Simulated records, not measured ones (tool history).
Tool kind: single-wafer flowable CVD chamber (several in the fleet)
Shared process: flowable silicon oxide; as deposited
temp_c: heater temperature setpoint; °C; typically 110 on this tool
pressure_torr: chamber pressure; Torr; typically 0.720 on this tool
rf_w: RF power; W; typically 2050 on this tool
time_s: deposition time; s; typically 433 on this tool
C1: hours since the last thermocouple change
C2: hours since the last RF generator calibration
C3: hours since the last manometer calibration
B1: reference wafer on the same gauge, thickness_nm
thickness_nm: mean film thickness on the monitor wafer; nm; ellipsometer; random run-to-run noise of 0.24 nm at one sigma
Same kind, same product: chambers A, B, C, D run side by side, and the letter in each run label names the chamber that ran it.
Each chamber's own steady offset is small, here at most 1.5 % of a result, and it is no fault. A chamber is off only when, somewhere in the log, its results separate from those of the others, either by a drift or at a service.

run 1B hour=4.9 | temp_c=110 pressure_torr=0.720 rf_w=2050 time_s=433 | C1=2040.3 C2=85.1 C3=1116.7 | B1=196.09 | thickness_nm=164.97
run 2D hour=8.5 | temp_c=110 pressure_torr=0.720 rf_w=2050 time_s=433 | C1=885.1 C2=22.9 C3=1666.0 | B1=196.11 | thickness_nm=164.71
-- hour=12.7 chamber B: capacitance manometer re-zeroed and calibrated
run 3A hour=16.1 | temp_c=110 pressure_torr=0.720 rf_w=2050 time_s=433 | C1=1953.8 C2=43.3 C3=243.3 | B1=196.16 | thickness_nm=166.83
run 4C hour=21.1 | temp_c=110 pressure_torr=0.720 rf_w=2050 time_s=433 | C1=1274.7 C2=1131.4 C3=793.6 | B1=196.14 | thickness_nm=164.72
run 5A hour=24.5 | temp_c=110 pressure_torr=0.720 rf_w=2050 time_s=433 | C1=1962.2 C2=51.7 C3=251.7 | B1=196.16 | thickness_nm=166.73
run 6B hour=32.1 | temp_c=110 pressure_torr=0.720 rf_w=2050 time_s=433 | C1=2067.5 C2=112.3 C3=19.5 | B1=196.22 | thickness_nm=165.19
run 7D hour=37.0 | temp_c=110 pressure_torr=0.720 rf_w=2050 time_s=433 | C1=913.6 C2=51.4 C3=1694.5 | B1=196.29 | thickness_nm=165.72
run 8C hour=42.6 | temp_c=110 pressure_torr=0.720 rf_w=2050 time_s=433 | C1=1296.2 C2=1152.9 C3=815.1 | B1=196.36 | thickness_nm=164.77
run 9A hour=47.6 | temp_c=110 pressure_torr=0.720 rf_w=2050 time_s=433 | C1=1985.3 C2=74.8 C3=274.8 | B1=196.40 | thickness_nm=166.88
run 10D hour=54.0 | temp_c=110 pressure_torr=0.720 rf_w=2050 time_s=433 | C1=930.6 C2=68.4 C3=1711.5 | B1=196.45 | thickness_nm=165.76
run 11C hour=60.7 | temp_c=125 pressure_torr=0.720 rf_w=2050 time_s=433 | C1=1314.3 C2=1171.0 C3=833.2 | B1=196.47 | thickness_nm=106.09
run 12B hour=68.5 | temp_c=125 pressure_torr=0.720 rf_w=2050 time_s=433 | C1=2103.9 C2=148.7 C3=55.9 | B1=196.45 | thickness_nm=106.06
run 13C hour=75.4 | temp_c=125 pressure_torr=0.720 rf_w=2050 time_s=433 | C1=1329.0 C2=1185.7 C3=847.9 | B1=196.61 | thickness_nm=105.53
run 14A hour=81.7 | temp_c=125 pressure_torr=0.720 rf_w=2050 time_s=433 | C1=2019.4 C2=108.9 C3=308.9 | B1=196.69 | thickness_nm=107.41
run 15B hour=88.2 | temp_c=110 pressure_torr=0.602 rf_w=2050 time_s=404 | C1=2123.6 C2=168.4 C3=75.6 | B1=196.80 | thickness_nm=120.16
run 16D hour=92.6 | temp_c=110 pressure_torr=0.602 rf_w=2050 time_s=404 | C1=969.2 C2=107.0 C3=1750.1 | B1=196.70 | thickness_nm=120.15
run 17A hour=96.9 | temp_c=110 pressure_torr=0.602 rf_w=2050 time_s=404 | C1=2034.6 C2=124.1 C3=324.1 | B1=196.69 | thickness_nm=121.92
run 18C hour=104.3 | temp_c=110 pressure_torr=0.602 rf_w=2050 time_s=404 | C1=1357.9 C2=1214.6 C3=876.8 | B1=196.81 | thickness_nm=120.07
run 19B hour=108.3 | temp_c=110 pressure_torr=0.720 rf_w=2050 time_s=433 | C1=2143.7 C2=188.5 C3=95.7 | B1=196.84 | thickness_nm=166.06
run 20D hour=113.5 | temp_c=110 pressure_torr=0.720 rf_w=2050 time_s=433 | C1=990.1 C2=127.9 C3=1771.0 | B1=196.77 | thickness_nm=165.44
run 21C hour=119.8 | temp_c=110 pressure_torr=0.720 rf_w=2050 time_s=433 | C1=1373.4 C2=1230.1 C3=892.3 | B1=196.95 | thickness_nm=164.89
run 22D hour=126.9 | temp_c=110 pressure_torr=0.720 rf_w=2050 time_s=433 | C1=1003.5 C2=141.3 C3=1784.4 | B1=196.99 | thickness_nm=165.58
run 23A hour=133.1 | temp_c=110 pressure_torr=0.720 rf_w=2050 time_s=433 | C1=2070.8 C2=160.3 C3=360.3 | B1=197.04 | thickness_nm=167.58
run 24B hour=138.8 | temp_c=110 pressure_torr=0.720 rf_w=2050 time_s=433 | C1=2174.2 C2=219.0 C3=126.2 | B1=197.12 | thickness_nm=165.90
run 25A hour=146.5 | temp_c=110 pressure_torr=0.720 rf_w=2050 time_s=433 | C1=2084.2 C2=173.7 C3=373.7 | B1=197.15 | thickness_nm=167.33
run 26B hour=150.9 | temp_c=110 pressure_torr=0.720 rf_w=2050 time_s=433 | C1=2186.3 C2=231.1 C3=138.3 | B1=197.11 | thickness_nm=166.01

Each of the 4 chambers runs these same settings next. Fill in every chamber's results:
run 27A hour=156.4 | temp_c=110 pressure_torr=0.720 rf_w=2175 time_s=433 | thickness_nm=?
run 27B hour=156.4 | temp_c=110 pressure_torr=0.720 rf_w=2175 time_s=433 | thickness_nm=?
run 27C hour=156.4 | temp_c=110 pressure_torr=0.720 rf_w=2175 time_s=433 | thickness_nm=?
run 27D hour=156.4 | temp_c=110 pressure_torr=0.720 rf_w=2175 time_s=433 | thickness_nm=?

run=27A thickness_nm=169.36
run=27B thickness_nm=168.08
run=27C thickness_nm=167.65
run=27D thickness_nm=167.90
